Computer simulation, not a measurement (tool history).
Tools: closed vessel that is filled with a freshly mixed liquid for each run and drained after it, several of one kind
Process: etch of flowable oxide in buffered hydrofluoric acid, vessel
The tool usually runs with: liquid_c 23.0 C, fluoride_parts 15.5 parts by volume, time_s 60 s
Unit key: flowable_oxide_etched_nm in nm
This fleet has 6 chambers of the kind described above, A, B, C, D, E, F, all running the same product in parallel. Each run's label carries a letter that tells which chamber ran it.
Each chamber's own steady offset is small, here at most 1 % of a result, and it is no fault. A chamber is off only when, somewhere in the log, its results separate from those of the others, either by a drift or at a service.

| run | hour | liquid_c | fluoride_parts | time_s | hours since the thermometer was replaced | hours since the hydrofluoric acid flow meter was replaced | read-back film thickness of the flowable oxide reference wafer, read on the same gauge (nm) | flowable_oxide_etched_nm |
|---|---|---|---|---|---|---|---|---|
| 1C | 7.9 | 23.0 | 15.5 | 60 | 615.1 | 1243.3 | 90.018 | 103.170 |
| 2B | 21.6 | 23.0 | 15.5 | 60 | 257.0 | 372.2 | 90.033 | 104.720 |
| 3A | 29.8 | 23.0 | 15.5 | 60 | 1149.9 | 609.0 | 90.007 | 104.140 |
| 4D | 36.1 | 23.0 | 15.5 | 60 | 1604.3 | 358.3 | 89.979 | 103.330 |
| 5E | 42.1 | 23.0 | 15.5 | 60 | 1647.7 | 177.8 | 89.990 | 103.110 |
| 6F | 50.8 | 23.0 | 15.5 | 60 | 308.7 | 129.3 | 89.983 | 101.930 |
| 7C | 59.4 | 23.0 | 15.5 | 60 | 666.6 | 1294.8 | 89.972 | 103.520 |
| 8F | 66.1 | 23.0 | 15.5 | 60 | 324.0 | 144.6 | 90.014 | 102.740 |
| 9D | 76.2 | 23.0 | 15.5 | 60 | 1644.4 | 398.4 | 90.001 | 104.100 |
| 10E | 88.1 | 23.0 | 17.5 | 60 | 1693.7 | 223.8 | 89.995 | 90.860 |
| 11A | 97.4 | 23.0 | 17.5 | 60 | 1217.5 | 676.6 | 89.994 | 92.387 |
| 12B | 110.5 | 23.0 | 17.5 | 60 | 345.9 | 461.1 | 89.995 | 91.594 |
|  | 112.5 | chamber D: hydrofluoric acid flow meter replaced |
| 13A | 122.7 | 23.0 | 17.5 | 60 | 1242.8 | 701.9 | 89.995 | 91.352 |
| 14F | 132.3 | 23.0 | 17.5 | 60 | 390.2 | 210.8 | 90.000 | 90.126 |
| 15E | 142.9 | 23.0 | 17.5 | 60 | 1748.5 | 278.6 | 90.017 | 91.567 |
| 16B | 153.9 | 23.0 | 15.5 | 60 | 389.3 | 504.5 | 89.996 | 104.110 |
| 17C | 160.8 | 23.0 | 15.5 | 60 | 768.0 | 1396.2 | 90.011 | 104.260 |
| 18D | 172.4 | 23.0 | 15.5 | 60 | 1740.6 | 60.0 | 89.989 | 104.130 |
| 19E | 179.3 | 27.0 | 15.5 | 60 | 1784.9 | 315.0 | 89.996 | 127.150 |
|  | 182.9 | chamber C: hydrofluoric acid flow meter replaced |
| 20B | 191.9 | 27.0 | 15.5 | 60 | 427.3 | 542.5 | 90.006 | 130.720 |
| 21D | 200.9 | 27.0 | 15.5 | 60 | 1769.1 | 88.5 | 90.015 | 127.130 |
| 22A | 207.4 | 27.0 | 15.5 | 60 | 1327.5 | 786.6 | 89.997 | 128.930 |
| 23F | 216.7 | 27.0 | 15.5 | 60 | 474.6 | 295.2 | 90.022 | 126.800 |
| 24C | 228.8 | 27.0 | 15.5 | 60 | 836.0 | 45.9 | 90.020 | 128.360 |
| 25E | 236.7 | 21.0 | 15.5 | 85 | 1842.3 | 372.4 | 89.983 | 131.520 |
| 26F | 242.9 | 21.0 | 15.5 | 85 | 500.8 | 321.4 | 90.007 | 129.510 |
| 27D | 249.6 | 21.0 | 15.5 | 85 | 1817.8 | 137.2 | 90.000 | 130.670 |
| 28B | 259.0 | 21.0 | 15.5 | 85 | 494.4 | 609.6 | 90.012 | 137.100 |
| 29A | 265.8 | 21.0 | 15.5 | 85 | 1385.9 | 845.0 | 90.003 | 133.040 |
| 30C | 272.3 | 21.0 | 15.5 | 85 | 879.5 | 89.4 | 89.998 | 128.100 |
| 31B | 279.2 | 23.0 | 15.5 | 60 | 514.6 | 629.8 | 90.022 | 108.340 |
| 32F | 286.3 | 23.0 | 15.5 | 60 | 544.2 | 364.8 | 90.006 | 102.040 |
| 33D | 293.4 | 25.5 | 12.5 | 60 | 1861.6 | 181.0 | 90.009 | 147.060 |
| 34C | 301.8 | 25.5 | 12.5 | 60 | 909.0 | 118.9 | 89.999 | 143.790 |
| 35E | 308.6 | 25.5 | 12.5 | 60 | 1914.2 | 444.3 | 89.996 | 144.850 |
| 36A | 316.1 | 25.5 | 12.5 | 60 | 1436.2 | 895.3 | 90.005 | 148.620 |
| 37F | 322.8 | 25.5 | 12.5 | 60 | 580.7 | 401.3 | 90.013 | 143.730 |
| 38B | 332.3 | 25.5 | 12.5 | 60 | 567.7 | 682.9 | 90.000 | 155.650 |
| 39D | 338.4 | 23.0 | 15.5 | 60 | 1906.6 | 226.0 | 89.972 | 103.620 |
| 40E | 351.6 | 23.0 | 12.5 | 85 | 1957.2 | 487.3 | 90.002 | 181.590 |
| 41C | 364.6 | 23.0 | 12.5 | 85 | 971.8 | 181.7 | 90.006 | 178.840 |
| 42A | 370.7 | 23.0 | 12.5 | 85 | 1490.8 | 949.9 | 90.009 | 183.090 |
| 43B | 377.1 | 23.0 | 12.5 | 85 | 612.5 | 727.7 | 90.000 | 194.510 |
| 44C | 385.2 | 23.0 | 12.5 | 85 | 992.4 | 202.3 | 89.985 | 181.210 |

Read the log: is a single chamber off, either drifting away or since a service, is the gauge that measures every chamber drifting, or is nothing wrong beyond small per-chamber offsets? Name any odd chamber and what most likely caused it.

Chamber B drifts away from the others.
Cause: liquid hotter than its thermometer reads (K) = 1.19.
The log may not separate it from: hydrofluoric acid flow above the setpoint (%).

Here are 4 candidates for chamber B's next run, each the usual settings with a change, their results left as question marks. Which one brings its results back in line with what the others give on the usual settings?
In-line tolerance around the mean of the other chambers on the usual settings: flowable_oxide_etched_nm 2.200 nm
| 45B-1 | 395.2 | 23.0 | 15.0 | 60 |  |  |  | ? |
| 45B-2 | 395.2 | 23.0 | 16.0 | 60 |  |  |  | ? |
| 45B-3 | 395.2 | 21.5 | 15.5 | 60 |  |  |  | ? |
| 45B-4 | 395.2 | 23.0 | 14.5 | 60 |  |  |  | ? |

Other chambers, usual settings, mean: flowable_oxide_etched_nm 103.140 nm
| run | flowable_oxide_etched_nm |
|---|---|
| 45B-1 | 115.020 |
| 45B-2 | 108.000 |
| 45B-3 | 102.780 |
| 45B-4 | 118.890 |
The answer is 45B-3, which returns the chamber to within the allowed miss of the others.
